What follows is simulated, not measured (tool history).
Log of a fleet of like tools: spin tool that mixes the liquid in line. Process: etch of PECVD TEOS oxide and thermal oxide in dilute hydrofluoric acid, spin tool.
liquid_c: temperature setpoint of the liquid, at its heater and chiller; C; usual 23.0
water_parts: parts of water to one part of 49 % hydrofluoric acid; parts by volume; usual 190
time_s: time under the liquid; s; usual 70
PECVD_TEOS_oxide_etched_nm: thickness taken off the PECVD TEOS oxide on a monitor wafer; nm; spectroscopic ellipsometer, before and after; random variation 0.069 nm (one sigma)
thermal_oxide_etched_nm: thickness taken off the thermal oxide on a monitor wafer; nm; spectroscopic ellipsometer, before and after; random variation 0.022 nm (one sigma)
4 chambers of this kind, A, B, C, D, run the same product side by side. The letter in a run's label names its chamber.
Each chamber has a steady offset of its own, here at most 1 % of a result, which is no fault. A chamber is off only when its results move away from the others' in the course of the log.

run	hour	liquid_c	water_parts	time_s	read-back film thickness of the PECVD TEOS oxide reference wafer, read on the same gauge (nm)	read-back film thickness of the thermal oxide reference wafer, read on the same gauge (nm)	PECVD_TEOS_oxide_etched_nm	thermal_oxide_etched_nm
1A	6.6	23.0	190	70	49.997	29.959	7.4550	1.4169
2C	13.1	23.0	190	70	50.001	29.977	7.3239	1.3883
3D	17.0	23.0	190	70	49.996	29.988	7.4394	1.3952
4B	22.6	23.0	190	70	49.999	30.019	7.4509	1.4080
5D	28.7	21.5	190	70	50.000	30.017	6.9648	1.3322
6B	32.8	21.5	190	70	50.015	30.013	6.9663	1.3513
7A	37.1	21.5	190	70	49.982	29.995	7.1494	1.3510
8C	40.7	21.5	190	70	50.005	29.988	6.9013	1.3542
9B	44.7	23.0	190	70	50.009	29.989	7.3369	1.4373
10D	51.5	23.0	190	70	50.010	30.014	7.4617	1.4441
11C	55.7	23.0	190	70	49.996	29.997	7.4920	1.4472
12A	61.4	23.0	190	70	50.010	30.010	7.4944	1.4354
13B	67.2	23.0	190	70	49.992	29.974	7.4027	1.4150
14D	70.9	23.0	190	70	50.000	30.013	7.3513	1.4173
15C	75.4	23.0	190	70	50.011	30.014	7.3744	1.4297
16A	80.1	23.0	190	70	50.006	29.968	7.3869	1.3979
17A	83.5	23.0	190	70	49.994	29.998	7.4951	1.3717
18C	86.6	23.0	190	70	50.003	30.015	7.4241	1.4090
19B	93.4	23.0	190	70	49.991	29.949	7.4772	1.4538
20D	99.5	23.0	190	70	49.991	29.994	7.4140	1.4636
21D	104.2	23.0	190	70	49.997	29.997	7.2798	1.4489
22B	109.1	23.0	190	70	50.003	29.998	7.4810	1.3939
23C	114.7	23.0	190	70	50.009	30.005	7.5567	1.4374
24A	119.2	23.0	190	70	50.006	30.024	7.3885	1.4319
25A	124.1	23.0	190	70	50.001	30.000	7.4069	1.4168
26D	129.8	23.0	190	70	50.004	30.017	7.4515	1.4230
27B	134.7	23.0	190	70	49.997	29.977	7.4929	1.4199

What goes on in this fleet: one chamber off, a drifting gauge, or nothing beyond the chambers' own small offsets? Name the chamber and the cause, if any.

No chamber stands off beyond its own small offset, and the gauge holds steady.

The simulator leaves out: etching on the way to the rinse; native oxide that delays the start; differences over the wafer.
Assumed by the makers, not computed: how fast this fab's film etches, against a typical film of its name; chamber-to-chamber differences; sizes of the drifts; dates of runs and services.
